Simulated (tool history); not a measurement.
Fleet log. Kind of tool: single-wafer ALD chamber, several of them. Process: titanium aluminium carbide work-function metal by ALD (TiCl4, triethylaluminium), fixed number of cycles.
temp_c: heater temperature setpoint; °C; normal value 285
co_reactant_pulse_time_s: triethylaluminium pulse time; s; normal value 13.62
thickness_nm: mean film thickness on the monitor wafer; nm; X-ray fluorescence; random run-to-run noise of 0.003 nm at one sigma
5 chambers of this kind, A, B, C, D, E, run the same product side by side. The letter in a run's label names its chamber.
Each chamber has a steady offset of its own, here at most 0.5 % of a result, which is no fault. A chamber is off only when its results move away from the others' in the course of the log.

run	hour	temp_c	co_reactant_pulse_time_s	hours since the last thermocouple change	hours since the last triethylaluminium bottle change	read-back reference wafer on the same gauge, thickness_nm	thickness_nm
1E	6.0	285	13.62	1544.1	150.7	1.9599	1.9142
2B	14.9	285	13.62	1958.0	615.3	1.9586	1.9178
3C	23.6	285	13.62	359.1	201.6	1.9592	1.9237
4D	32.9	285	13.62	2274.8	851.8	1.9582	1.9127
5A	38.0	285	13.62	1210.5	1076.5	1.9580	1.9199
# hour 40.4: chamber B: triethylaluminium bottle replaced
6E	46.0	285	13.62	1584.1	190.7	1.9574	1.9233
7B	54.8	285	13.62	1997.9	14.5	1.9567	1.9179
8A	59.4	285	13.62	1231.9	1097.9	1.9574	1.9234
# hour 60.6: chamber D: triethylaluminium bottle replaced
9D	64.1	285	13.62	2306.0	3.5	1.9557	1.9134
10C	69.2	285	13.62	404.7	247.2	1.9560	1.9191
11B	77.0	285	13.62	2020.1	36.7	1.9562	1.9201
12C	86.2	285	13.62	421.7	264.2	1.9546	1.9233
13A	95.5	285	13.62	1268.0	1134.0	1.9557	1.9166
14D	104.1	285	13.62	2346.0	43.5	1.9544	1.9106
15E	111.8	285	10.49	1649.9	256.5	1.9547	1.8831
16E	116.9	285	10.49	1655.0	261.6	1.9543	1.8760
17A	123.5	285	10.49	1296.0	1162.0	1.9530	1.8731
18C	132.4	285	10.49	467.9	310.4	1.9528	1.8857
19D	140.1	285	10.49	2382.0	79.5	1.9524	1.8745
# hour 143.5: chamber B: thermocouple changed; heater temperature recalibrated
20B	145.5	285	13.62	2.0	105.2	1.9521	1.9156
21E	151.4	285	13.62	1689.5	296.1	1.9518	1.9083
22D	156.9	285	13.62	2398.8	96.3	1.9512	1.9077
23B	164.8	285	13.62	21.3	124.5	1.9512	1.9145
24A	169.5	271	18.81	1342.0	1208.0	1.9506	1.8033
25C	174.0	271	18.81	509.5	352.0	1.9503	1.8078
26D	180.6	271	18.81	2422.5	120.0	1.9502	1.7995
27C	188.0	271	18.81	523.5	366.0	1.9495	1.8070
28B	193.0	271	18.81	49.5	152.7	1.9497	1.8032
29A	202.2	285	13.62	1374.7	1240.7	1.9493	1.9104
30E	206.3	285	13.62	1744.4	351.0	1.9486	1.9072
31D	215.3	285	13.62	2457.2	154.7	1.9487	1.9041
32A	222.8	285	13.62	1395.3	1261.3	1.9471	1.9083
33B	227.1	285	13.62	83.6	186.8	1.9477	1.9073

For the next run the whole fleet of 5 chambers uses the same settings. Give each chamber's results:
34A	233.7	285	13.62				?
34B	233.7	285	13.62				?
34C	233.7	285	13.62				?
34D	233.7	285	13.62				?
34E	233.7	285	13.62				?

run	thickness_nm
34A	1.9135
34B	1.9033
34C	1.9078
34D	1.9037
34E	1.9118
